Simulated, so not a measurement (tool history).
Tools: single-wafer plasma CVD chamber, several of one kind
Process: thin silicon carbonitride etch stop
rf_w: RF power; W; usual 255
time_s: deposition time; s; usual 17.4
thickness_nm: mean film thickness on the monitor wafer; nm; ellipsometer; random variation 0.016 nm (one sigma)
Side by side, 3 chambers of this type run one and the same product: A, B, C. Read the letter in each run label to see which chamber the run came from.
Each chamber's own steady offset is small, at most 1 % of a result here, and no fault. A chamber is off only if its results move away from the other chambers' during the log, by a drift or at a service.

run     day  rf_w  time_s  hours since the last thermocouple change  hours since the last RF generator calibration  read-back reference wafer on the same gauge, thickness_nm  thickness_nm
 1B   0.562   255    17.4                                     492.8                                         1830.1                                                     11.005        10.670
 2C   0.929   255    17.4                                    1275.9                                         1124.4                                                     11.008        10.704
 3A   1.417   255    17.4                                    1392.7                                          971.9                                                     11.007        10.736
 4A   1.942   255    17.4                                    1405.3                                          984.5                                                     11.010        10.687
 5B   2.275   255    17.4                                     533.9                                         1871.2                                                     11.009        10.691
 6C   2.679   255    17.4                                    1317.9                                         1166.4                                                     11.012        10.750
      2.838  -- chamber C: RF generator calibrated
 7A   2.950   255    17.4                                    1429.5                                         1008.7                                                     11.018        10.725
 8C   3.512   255    17.4                                    1337.9                                           16.2                                                     11.022        10.755
 9B   3.933   255    17.4                                     573.7                                         1911.0                                                     11.022        10.712
      4.162  -- chamber B: RF generator calibrated
10C   4.479   255    17.4                                    1361.1                                           39.4                                                     11.022        10.713
      4.758  -- chamber A: thermocouple changed; heater temperature recalibrated
11A   4.771   255    17.4                                       0.4                                         1052.4                                                     11.027        10.745
12B   5.225   255    17.4                                     604.7                                           25.6                                                     11.030        10.730
13B   5.579   255    20.2                                     613.2                                           34.1                                                     11.029        12.425
14A   6.054   255    20.2                                      31.2                                         1083.2                                                     11.034        12.464
15C   6.483   255    20.2                                    1409.2                                           87.5                                                     11.031        12.494
16A   6.958   255    17.4                                      52.9                                         1104.9                                                     11.038        10.735
17B   7.279   255    17.4                                     654.0                                           74.9                                                     11.039        10.716
18C   7.846   255    17.4                                    1441.9                                          120.2                                                     11.047        10.765
19A   8.208   255    17.4                                      82.9                                         1134.9                                                     11.044        10.741
20C   8.650   255    17.4                                    1461.2                                          139.5                                                     11.049        10.803
21B   9.200   255    17.4                                     700.1                                          121.0                                                     11.049        10.750
22A   9.721   255    17.4                                     119.2                                         1171.2                                                     11.048        10.773
23C  10.162   255    17.4                                    1497.5                                          175.8                                                     11.048        10.758
24B  10.604   255    17.4                                     733.8                                          154.7                                                     11.058        10.699
     11.038  -- chamber A: RF generator calibrated
25B  11.046   255    17.4                                     744.4                                          165.3                                                     11.054        10.738
26A  11.454   255    17.4                                     160.8                                           10.1                                                     11.064        10.778
27C  11.846   255    17.4                                    1537.9                                          216.2                                                     11.065        10.781
28C  12.425   255    17.4                                    1551.8                                          230.1                                                     11.067        10.817
29B  12.746   290    18.7                                     785.2                                          206.1                                                     11.066        11.978

Predict what each chamber gives when all 3 of them run the settings below next.
30A  13.171   255    17.4                                                                                                                                                                 ?
30B  13.171   255    17.4                                                                                                                                                                 ?
30C  13.171   255    17.4                                                                                                                                                                 ?

run  thickness_nm
30A        10.775
30B        10.765
30C        10.783

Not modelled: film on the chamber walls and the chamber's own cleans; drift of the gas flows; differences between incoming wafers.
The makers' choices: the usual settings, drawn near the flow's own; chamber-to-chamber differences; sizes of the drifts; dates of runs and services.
